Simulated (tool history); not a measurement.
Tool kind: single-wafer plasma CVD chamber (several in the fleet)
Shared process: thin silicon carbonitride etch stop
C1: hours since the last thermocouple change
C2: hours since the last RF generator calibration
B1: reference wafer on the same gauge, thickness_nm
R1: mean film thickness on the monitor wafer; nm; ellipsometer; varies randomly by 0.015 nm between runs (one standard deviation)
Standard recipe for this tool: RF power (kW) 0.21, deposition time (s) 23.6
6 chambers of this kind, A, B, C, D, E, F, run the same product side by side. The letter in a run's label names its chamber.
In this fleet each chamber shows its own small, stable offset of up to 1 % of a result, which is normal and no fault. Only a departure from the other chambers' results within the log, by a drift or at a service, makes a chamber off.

run 1B day=0.208 | RF_power_(kW)=0.21 deposition_time_(s)=23.6 | C1=742.4 C2=973.9 | B1=14.202 | R1=13.576
run 2E day=0.433 | RF_power_(kW)=0.21 deposition_time_(s)=23.6 | C1=1165.3 C2=2171.4 | B1=14.203 | R1=13.71
run 3C day=0.667 | RF_power_(kW)=0.21 deposition_time_(s)=23.6 | C1=426.9 C2=315.2 | B1=14.206 | R1=13.787
run 4A day=0.917 | RF_power_(kW)=0.21 deposition_time_(s)=23.6 | C1=919.8 C2=523.6 | B1=14.208 | R1=13.635
run 5F day=1.083 | RF_power_(kW)=0.21 deposition_time_(s)=23.6 | C1=109.1 C2=529.5 | B1=14.213 | R1=13.628
run 6D day=1.254 | RF_power_(kW)=0.21 deposition_time_(s)=23.6 | C1=897.1 C2=678.8 | B1=14.209 | R1=13.597
run 7E day=1.388 | RF_power_(kW)=0.21 deposition_time_(s)=23.6 | C1=1188.2 C2=2194.3 | B1=14.214 | R1=13.741
run 8F day=1.533 | RF_power_(kW)=0.21 deposition_time_(s)=23.6 | C1=119.9 C2=540.3 | B1=14.21 | R1=13.632
-- day=1.646 chamber E: RF generator calibrated
run 9A day=1.654 | RF_power_(kW)=0.21 deposition_time_(s)=23.6 | C1=937.5 C2=541.3 | B1=14.217 | R1=13.649
run 10C day=1.862 | RF_power_(kW)=0.21 deposition_time_(s)=23.6 | C1=455.6 C2=343.9 | B1=14.213 | R1=13.777
run 11B day=2.071 | RF_power_(kW)=0.21 deposition_time_(s)=23.6 | C1=787.1 C2=1018.6 | B1=14.218 | R1=13.543
run 12D day=2.304 | RF_power_(kW)=0.21 deposition_time_(s)=23.6 | C1=922.3 C2=704 | B1=14.216 | R1=13.628
run 13D day=2.425 | RF_power_(kW)=0.21 deposition_time_(s)=23.6 | C1=925.2 C2=706.9 | B1=14.22 | R1=13.634
run 14C day=2.546 | RF_power_(kW)=0.21 deposition_time_(s)=23.6 | C1=472 C2=360.3 | B1=14.219 | R1=13.804
run 15A day=2.717 | RF_power_(kW)=0.21 deposition_time_(s)=26.3 | C1=963 C2=566.8 | B1=14.223 | R1=15.2
run 16F day=2.875 | RF_power_(kW)=0.21 deposition_time_(s)=26.3 | C1=152.1 C2=572.5 | B1=14.223 | R1=15.18
run 17B day=3.079 | RF_power_(kW)=0.21 deposition_time_(s)=26.3 | C1=811.3 C2=1042.8 | B1=14.23 | R1=15.111
run 18E day=3.196 | RF_power_(kW)=0.21 deposition_time_(s)=26.3 | C1=1231.6 C2=37.3 | B1=14.227 | R1=15.334
run 19D day=3.321 | RF_power_(kW)=0.21 deposition_time_(s)=26.3 | C1=946.7 C2=728.4 | B1=14.229 | R1=15.21
run 20E day=3.554 | RF_power_(kW)=0.21 deposition_time_(s)=26.3 | C1=1240.2 C2=45.9 | B1=14.229 | R1=15.326
run 21F day=3.721 | RF_power_(kW)=0.225 deposition_time_(s)=23.6 | C1=172.4 C2=592.8 | B1=14.23 | R1=13.943
run 22C day=3.883 | RF_power_(kW)=0.225 deposition_time_(s)=23.6 | C1=504.1 C2=392.4 | B1=14.231 | R1=14.104
run 23B day=4.062 | RF_power_(kW)=0.225 deposition_time_(s)=23.6 | C1=834.9 C2=1066.4 | B1=14.23 | R1=13.882
run 24A day=4.175 | RF_power_(kW)=0.225 deposition_time_(s)=23.6 | C1=998 C2=601.8 | B1=14.236 | R1=13.972
run 25B day=4.329 | RF_power_(kW)=0.225 deposition_time_(s)=23.6 | C1=841.3 C2=1072.8 | B1=14.241 | R1=13.891
run 26A day=4.538 | RF_power_(kW)=0.225 deposition_time_(s)=23.6 | C1=1006.7 C2=610.5 | B1=14.241 | R1=13.959
run 27D day=4.746 | RF_power_(kW)=0.21 deposition_time_(s)=23.6 | C1=980.9 C2=762.6 | B1=14.241 | R1=13.636
run 28E day=4.896 | RF_power_(kW)=0.21 deposition_time_(s)=23.6 | C1=1272.4 C2=78.1 | B1=14.242 | R1=13.74
run 29F day=5.146 | RF_power_(kW)=0.21 deposition_time_(s)=23.6 | C1=206.6 C2=627 | B1=14.25 | R1=13.646
run 30C day=5.362 | RF_power_(kW)=0.21 deposition_time_(s)=23.6 | C1=539.6 C2=427.9 | B1=14.246 | R1=13.838
run 31B day=5.567 | RF_power_(kW)=0.21 deposition_time_(s)=27.7 | C1=871 C2=1102.5 | B1=14.248 | R1=15.966
run 32F day=5.683 | RF_power_(kW)=0.21 deposition_time_(s)=27.7 | C1=219.5 C2=639.9 | B1=14.25 | R1=16.006
run 33D day=5.862 | RF_power_(kW)=0.21 deposition_time_(s)=27.7 | C1=1007.7 C2=789.4 | B1=14.251 | R1=16.036
run 34A day=6.092 | RF_power_(kW)=0.21 deposition_time_(s)=27.7 | C1=1044 C2=647.8 | B1=14.255 | R1=16.035
run 35E day=6.225 | RF_power_(kW)=0.21 deposition_time_(s)=27.7 | C1=1304.3 C2=110 | B1=14.259 | R1=16.172
run 36C day=6.404 | RF_power_(kW)=0.21 deposition_time_(s)=27.7 | C1=564.6 C2=452.9 | B1=14.255 | R1=16.212
run 37A day=6.629 | RF_power_(kW)=0.175 deposition_time_(s)=23.6 | C1=1056.9 C2=660.7 | B1=14.258 | R1=12.964
run 38F day=6.75 | RF_power_(kW)=0.175 deposition_time_(s)=23.6 | C1=245.1 C2=665.5 | B1=14.258 | R1=12.938
run 39C day=6.917 | RF_power_(kW)=0.175 deposition_time_(s)=23.6 | C1=576.9 C2=465.2 | B1=14.262 | R1=13.058
run 40D day=7.038 | RF_power_(kW)=0.175 deposition_time_(s)=23.6 | C1=1035.9 C2=817.6 | B1=14.262 | R1=12.928
run 41E day=7.154 | RF_power_(kW)=0.175 deposition_time_(s)=23.6 | C1=1326.6 C2=132.3 | B1=14.262 | R1=13.041

Is one chamber off against the others, does the gauge drift, or is nothing wrong? If a chamber is off, say which, and what the likeliest cause is.

None of the chambers is off. What moves is the gauge, dragging all their readings along together.
Likeliest cause: gauge reads high (%) = 0.455.

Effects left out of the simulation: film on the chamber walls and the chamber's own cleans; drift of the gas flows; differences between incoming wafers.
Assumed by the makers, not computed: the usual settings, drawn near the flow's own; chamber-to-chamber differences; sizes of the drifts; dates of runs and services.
